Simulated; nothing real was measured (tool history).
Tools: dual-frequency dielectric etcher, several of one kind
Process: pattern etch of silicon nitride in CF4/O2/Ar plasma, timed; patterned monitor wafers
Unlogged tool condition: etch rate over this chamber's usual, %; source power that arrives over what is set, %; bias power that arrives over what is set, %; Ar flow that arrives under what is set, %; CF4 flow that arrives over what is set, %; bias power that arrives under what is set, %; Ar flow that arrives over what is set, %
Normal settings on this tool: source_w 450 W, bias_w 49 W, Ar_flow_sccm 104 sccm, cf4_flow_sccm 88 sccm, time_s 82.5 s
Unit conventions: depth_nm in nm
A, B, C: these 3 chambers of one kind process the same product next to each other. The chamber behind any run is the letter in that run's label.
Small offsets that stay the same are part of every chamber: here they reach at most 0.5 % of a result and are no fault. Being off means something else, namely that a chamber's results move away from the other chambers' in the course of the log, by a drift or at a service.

| run | hour | source_w | bias_w | Ar_flow_sccm | cf4_flow_sccm | time_s | hours since the last wet clean | hours since the last source power generator calibration | hours since the last bias power generator calibration | hours since the last Ar flow controller change | hours since the last CF4 flow controller change | read-back reference wafer on the same gauge, depth_nm | depth_nm |
|---|---|---|---|---|---|---|---|---|---|---|---|---|---|
|  | 7.9 | chamber A: Ar flow controller replaced |
| 1B | 14.1 | 450 | 49 | 104 | 88 | 82.5 | 373.1 | 1946.6 | 3213 | 5080.1 | 1125.5 | 158.01 | 139.41 |
| 2C | 20.9 | 450 | 49 | 104 | 88 | 82.5 | 191.3 | 459.6 | 4911.6 | 1484.3 | 3979.5 | 157.94 | 139.25 |
| 3A | 33.4 | 450 | 49 | 104 | 88 | 82.5 | 145.9 | 33.8 | 371.8 | 25.5 | 1707.8 | 157.93 | 139.52 |
| 4B | 43.5 | 450 | 49 | 104 | 88 | 82.5 | 402.5 | 1976 | 3242.4 | 5109.5 | 1154.9 | 157.96 | 138.76 |
| 5A | 54.9 | 450 | 49 | 104 | 88 | 82.5 | 167.4 | 55.3 | 393.3 | 47 | 1729.3 | 157.84 | 139.33 |
|  | 60.1 | chamber C: bias power generator calibrated |
| 6C | 65.2 | 450 | 49 | 104 | 88 | 82.5 | 235.6 | 503.9 | 5.2 | 1528.6 | 4023.8 | 157.85 | 138.95 |
|  | 70.1 | chamber B: source power generator calibrated |
| 7B | 75.4 | 450 | 49 | 104 | 88 | 82.5 | 434.4 | 5.4 | 3274.3 | 5141.4 | 1186.8 | 157.77 | 138.97 |
| 8A | 82.6 | 450 | 49 | 104 | 88 | 82.5 | 195.1 | 83 | 421 | 74.7 | 1757 | 157.77 | 139.47 |
| 9C | 89 | 450 | 49 | 104 | 88 | 82.5 | 259.4 | 527.7 | 29 | 1552.4 | 4047.6 | 157.78 | 138.75 |
| 10B | 98.3 | 450 | 49 | 104 | 88 | 82.5 | 457.3 | 28.3 | 3297.2 | 5164.3 | 1209.7 | 157.78 | 138.96 |
| 11C | 110.7 | 450 | 49 | 104 | 88 | 82.5 | 281.1 | 549.4 | 50.7 | 1574.1 | 4069.3 | 157.79 | 138.51 |
| 12A | 119.5 | 450 | 49 | 104 | 88 | 82.5 | 232 | 119.9 | 457.9 | 111.6 | 1793.9 | 157.71 | 138.82 |
| 13C | 127.4 | 450 | 49 | 104 | 88 | 82.5 | 297.8 | 566.1 | 67.4 | 1590.8 | 4086 | 157.77 | 138.34 |
|  | 134.9 | chamber C: Ar flow controller replaced |
| 14A | 138.7 | 450 | 49 | 104 | 88 | 82.5 | 251.2 | 139.1 | 477.1 | 130.8 | 1813.1 | 157.65 | 139.03 |
|  | 142.7 | chamber B: wet clean of the chamber |
| 15B | 148.9 | 450 | 49 | 104 | 88 | 82.5 | 6.3 | 78.9 | 3347.8 | 5214.9 | 1260.3 | 157.68 | 138.84 |
| 16C | 156 | 450 | 49 | 104 | 88 | 82.5 | 326.4 | 594.7 | 96 | 21.2 | 4114.6 | 157.66 | 138.75 |
| 17B | 169.8 | 450 | 49 | 104 | 88 | 82.5 | 27.2 | 99.8 | 3368.7 | 5235.8 | 1281.2 | 157.6 | 138.51 |
| 18A | 177.9 | 450 | 49 | 104 | 88 | 82.5 | 290.4 | 178.3 | 516.3 | 170 | 1852.3 | 157.64 | 138.7 |
| 19A | 185.6 | 450 | 49 | 104 | 88 | 82.5 | 298.1 | 186 | 524 | 177.7 | 1860 | 157.56 | 139.47 |
| 20C | 194 | 490 | 49 | 123 | 88 | 82.5 | 364.4 | 632.7 | 134 | 59.2 | 4152.6 | 157.6 | 145.38 |
| 21B | 200.4 | 490 | 49 | 123 | 88 | 82.5 | 57.8 | 130.4 | 3399.3 | 5266.4 | 1311.8 | 157.49 | 145.94 |
| 22C | 209.9 | 490 | 49 | 123 | 88 | 82.5 | 380.3 | 648.6 | 149.9 | 75.1 | 4168.5 | 157.48 | 146.03 |
| 23B | 222.9 | 450 | 49 | 104 | 88 | 82.5 | 80.3 | 152.9 | 3421.8 | 5288.9 | 1334.3 | 157.47 | 138.83 |
| 24A | 231.5 | 450 | 44 | 104 | 88 | 106.5 | 344 | 231.9 | 569.9 | 223.6 | 1905.9 | 157.49 | 172.58 |
| 25B | 241.5 | 450 | 44 | 104 | 88 | 106.5 | 98.9 | 171.5 | 3440.4 | 5307.5 | 1352.9 | 157.41 | 171.92 |
| 26A | 249.2 | 450 | 44 | 104 | 88 | 106.5 | 361.7 | 249.6 | 587.6 | 241.3 | 1923.6 | 157.43 | 172.46 |
| 27C | 256.8 | 450 | 49 | 104 | 88 | 82.5 | 427.2 | 695.5 | 196.8 | 122 | 4215.4 | 157.4 | 138.63 |
|  | 263.5 | chamber B: bias power generator calibrated |
| 28B | 270.7 | 450 | 49 | 104 | 88 | 82.5 | 128.1 | 200.7 | 7.3 | 5336.7 | 1382.1 | 157.36 | 138.65 |
| 29A | 283.5 | 450 | 49 | 104 | 88 | 82.5 | 396 | 283.9 | 621.9 | 275.6 | 1957.9 | 157.4 | 139.23 |
| 30C | 291.4 | 450 | 41 | 104 | 88 | 90.5 | 461.8 | 730.1 | 231.4 | 156.6 | 4250 | 157.33 | 141.76 |
| 31A | 298.1 | 450 | 41 | 104 | 88 | 90.5 | 410.6 | 298.5 | 636.5 | 290.2 | 1972.5 | 157.28 | 142.16 |
| 32C | 307.8 | 450 | 41 | 104 | 88 | 90.5 | 478.2 | 746.5 | 247.8 | 173 | 4266.4 | 157.33 | 141.58 |
| 33B | 320.8 | 450 | 49 | 104 | 88 | 82.5 | 178.2 | 250.8 | 57.4 | 5386.8 | 1432.2 | 157.27 | 138.44 |
| 34B | 327.2 | 450 | 49 | 104 | 88 | 82.5 | 184.6 | 257.2 | 63.8 | 5393.2 | 1438.6 | 157.2 | 138.65 |
| 35C | 341.5 | 450 | 49 | 104 | 88 | 82.5 | 511.9 | 780.2 | 281.5 | 206.7 | 4300.1 | 157.17 | 138.42 |
| 36A | 354.3 | 450 | 49 | 104 | 88 | 82.5 | 466.8 | 354.7 | 692.7 | 346.4 | 2028.7 | 157.22 | 138.92 |
|  | 359.3 | chamber C: wet clean of the chamber |
| 37A | 360.6 | 450 | 49 | 104 | 88 | 82.5 | 473.1 | 361 | 699 | 352.7 | 2035 | 157.2 | 138.49 |
| 38B | 370.6 | 450 | 49 | 104 | 88 | 82.5 | 228 | 300.6 | 107.2 | 5436.6 | 1482 | 157.13 | 138.08 |
| 39C | 377 | 450 | 49 | 104 | 88 | 82.5 | 17.7 | 815.7 | 317 | 242.2 | 4335.6 | 157.15 | 138.26 |
| 40A | 386.3 | 450 | 49 | 104 | 88 | 82.5 | 498.8 | 386.7 | 724.7 | 378.4 | 2060.7 | 157.13 | 138.96 |

One chamber off, gauge drift, or nothing amiss beyond the chambers' own small offsets? If it is a chamber, which one, and what is the likeliest cause?

The gauge drifts, so all chambers seem to drift together. No chamber is off.
Likeliest cause: gauge reads low (%) = 0.581.

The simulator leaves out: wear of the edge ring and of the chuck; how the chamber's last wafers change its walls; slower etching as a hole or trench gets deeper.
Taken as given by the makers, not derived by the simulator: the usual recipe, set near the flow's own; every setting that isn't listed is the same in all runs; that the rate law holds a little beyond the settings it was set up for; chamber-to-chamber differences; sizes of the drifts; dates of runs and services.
